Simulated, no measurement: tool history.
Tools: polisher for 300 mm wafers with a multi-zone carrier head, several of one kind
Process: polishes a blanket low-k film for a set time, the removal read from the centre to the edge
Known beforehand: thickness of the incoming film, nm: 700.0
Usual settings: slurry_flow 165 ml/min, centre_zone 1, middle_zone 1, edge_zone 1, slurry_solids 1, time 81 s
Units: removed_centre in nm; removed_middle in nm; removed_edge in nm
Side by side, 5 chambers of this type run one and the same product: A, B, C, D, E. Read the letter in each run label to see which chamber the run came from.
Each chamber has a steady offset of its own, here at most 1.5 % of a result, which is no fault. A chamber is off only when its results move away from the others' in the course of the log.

run	hour	slurry_flow	centre_zone	middle_zone	edge_zone	slurry_solids	time	wafers polished on this pad	hours since the slurry nozzle was cleaned	hours since the centre zone pressure was calibrated	hours since the edge zone pressure was calibrated	removed_centre	removed_middle	removed_edge
1B	5.4	165	1	1	1	1	81	582	266.9	328.3	1051.7	19.833	19.816	19.704
# hour 10.8: chamber B: worn pad replaced by a new one
2D	14.1	165	1	1	1	1	81	1035	416.4	523.5	495.2	20.21	20.305	19.917
3A	22.2	165	1	1	1	1	81	1196	516.3	153.3	1023.3	20.11	20.142	19.966
# hour 23.7: chamber C: worn pad replaced by a new one
# hour 28.1: chamber E: worn pad replaced by a new one
4E	32.7	165	1	1	1	1	81	34	424.8	396.4	184.1	20.1	19.959	20.279
5C	37.5	165	1	1	1	1	81	102	65.8	304.1	616	20.22	20.157	19.891
# hour 43.6: chamber A: edge zone pressure recalibrated
6B	44.7	165	1	1	1	1	81	251	306.2	367.6	1091	20.192	19.547	19.715
7A	51.9	165	1	1	1	1	81	1415	546	183	8.4	20.258	20.368	20.513
8E	58.2	165	1	1	1	1	81	222	450.3	421.9	209.6	19.854	19.789	20.361
# hour 61.3: chamber D: worn pad replaced by a new one
# hour 66.2: chamber A: worn pad replaced by a new one
9D	68.6	165	1	1	1	1	81	54	470.9	578	549.7	20.32	20.054	20.149
10C	78.1	165	1	1	1	0.75	81	402	106.4	344.7	656.6	17.454	17.468	17.691
# hour 82.3: chamber C: edge zone pressure recalibrated
11B	87	165	1	1	1	0.75	81	563	348.5	409.9	1133.3	17.475	17.005	17.075
12D	92.1	165	1	1	1	0.75	81	228	494.4	601.5	573.2	17.644	17.357	17.369
# hour 100.7: chamber B: worn pad replaced by a new one
13E	101.4	165	1	1	1	0.75	81	541	493.5	465.1	252.8	17.435	17.373	17.671
14C	106.6	165	1	1	1	0.75	81	612	134.9	373.2	24.4	17.469	17.218	17.499
15A	116.8	165	1	1	1	1	81	373	610.9	247.9	73.3	20.181	20.01	20.005
16E	126.5	165	1	1	1	1	81	727	518.6	490.2	277.9	20.097	19.847	20.154
# hour 126.7: chamber C: worn pad replaced by a new one
# hour 128.1: chamber B: centre zone pressure recalibrated
17D	136.1	165	1	1	1	1	81	553	538.4	645.5	617.2	20.385	20.002	19.696
18B	145.6	165	1	1	1	1	81	331	407.1	17.5	1191.9	20.031	19.789	19.753
19A	150.6	165	1	1	1	1	81	623	644.7	281.7	107.1	20.205	19.933	20.065
# hour 156.5: chamber E: slurry nozzle cleaned
20C	156.6	165	1	1	1	1	81	220	184.9	423.2	74.4	19.766	19.971	19.886
# hour 158.4: chamber E: worn pad replaced by a new one
21D	164.7	165	1	1	1	1	81	764	567	674.1	645.8	20.156	20.108	19.851
22E	174.4	165	1	1	1	1	81	118	17.9	538.1	325.8	20.048	19.876	20.606
# hour 177.5: chamber D: slurry nozzle cleaned
23B	181.8	165	1	1	1	1	81	599	443.3	53.7	1228.1	19.385	19.401	19.202
24C	188	165	1	1	1	1	81	452	216.3	454.6	105.8	20.122	19.835	20.249
# hour 189.2: chamber E: edge zone pressure recalibrated
# hour 190.8: chamber B: worn pad replaced by a new one
25A	197.2	165	1	1	1	1	81	967	691.3	328.3	153.7	20.092	20.418	19.574
26A	206	165	1	1	1	1	81	1032	700.1	337.1	162.5	20.387	20.445	20.06
27D	213.1	165	1	1	1	1	81	1121	35.7	722.5	694.2	20.284	20.207	20.429
# hour 218.6: chamber C: worn pad replaced by a new one
28E	222.2	165	1	1	1	1	81	471	65.7	585.9	33.1	19.877	19.578	19.992
# hour 231.4: chamber B: edge zone pressure recalibrated
29C	232.1	165	1	1	1	1	81	100	260.4	498.7	149.9	19.895	19.739	20.035
# hour 234.7: chamber E: centre zone pressure recalibrated
# hour 235.8: chamber A: slurry nozzle cleaned
30B	242.8	165	1	1	1	1	81	384	504.3	114.7	11.4	19.308	19.055	19.443
31C	249.1	165	1	1	1	1	81	225	277.4	515.7	166.9	19.886	20.118	19.964
32A	257.3	165	1	1.07	0.89	1	81	1411	21.6	388.4	213.8	20.33	21.442	18.529
33D	265.9	165	1	1.07	0.89	1	81	1512	88.5	775.3	747	19.902	21.581	18.671
34E	272	165	1	1.07	0.89	1	81	839	115.5	37.4	82.9	20.219	21.399	19.362
# hour 273.2: chamber A: worn pad replaced by a new one
# hour 275.6: chamber E: worn pad replaced by a new one
35B	282.5	165	1	1.07	0.89	1	81	677	544	154.4	51.1	18.808	20.024	17.927
# hour 289.5: chamber B: worn pad replaced by a new one
36E	290.1	165	1	1.07	0.89	1	81	107	133.6	55.5	101	19.762	20.985	19.167
# hour 292.6: chamber D: worn pad replaced by a new one
37C	298.2	165	1	1	1	1	81	588	326.5	564.8	216	19.826	19.901	20.157
38A	305.1	165	1	1	1	0.8	81	236	69.4	436.2	261.6	18.144	17.866	17.945
39D	315	165	1	1	1	0.8	81	165	137.6	824.4	796.1	17.941	18.144	18.026
40B	320.6	165	1	1	1	0.8	81	230	582.1	192.5	89.2	16.701	16.547	17.023
41B	330.4	165	1	1	1	0.8	81	302	591.9	202.3	99	16.672	16.757	16.96
42E	340.2	165	1	1	1	0.8	81	477	183.7	105.6	151.1	18.118	17.863	18.5

Is one chamber off against the others, does the gauge drift, or is nothing wrong? If a chamber is off, say which, and what the likeliest cause is.

Chamber B drifts away from the others.
Most likely cause: slurry flow missing at the pad, % = 31.5.

Below are 4 candidate recipes for chamber B's next run, each the usual settings with a change, their results shown as question marks. Which of them brings B's results back in line with what the other chambers give on the usual settings?
Counts as in line when no further than this from what the other chambers average on the usual settings: removed_centre 0.44 nm; removed_middle 0.54 nm; removed_edge 0.7 nm
43B-1	348.2	170	1.01	1.01	0.99	1	87					?	?	?
43B-2	348.2	165	1	1	1	1	79					?	?	?
43B-3	348.2	160	0.99	0.99	1.01	1	76					?	?	?
43B-4	348.2	165	1	1	1	1	83					?	?	?

Other chambers, usual settings, mean: removed_centre 20.043 nm; removed_middle 20.005 nm; removed_edge 20.084 nm
run	removed_centre	removed_middle	removed_edge
43B-1	20.012	20.061	20.12
43B-2	17.826	17.92	18.273
43B-3	16.811	16.95	17.577
43B-4	18.728	18.827	19.199
43B-1 brings the chamber back in line.
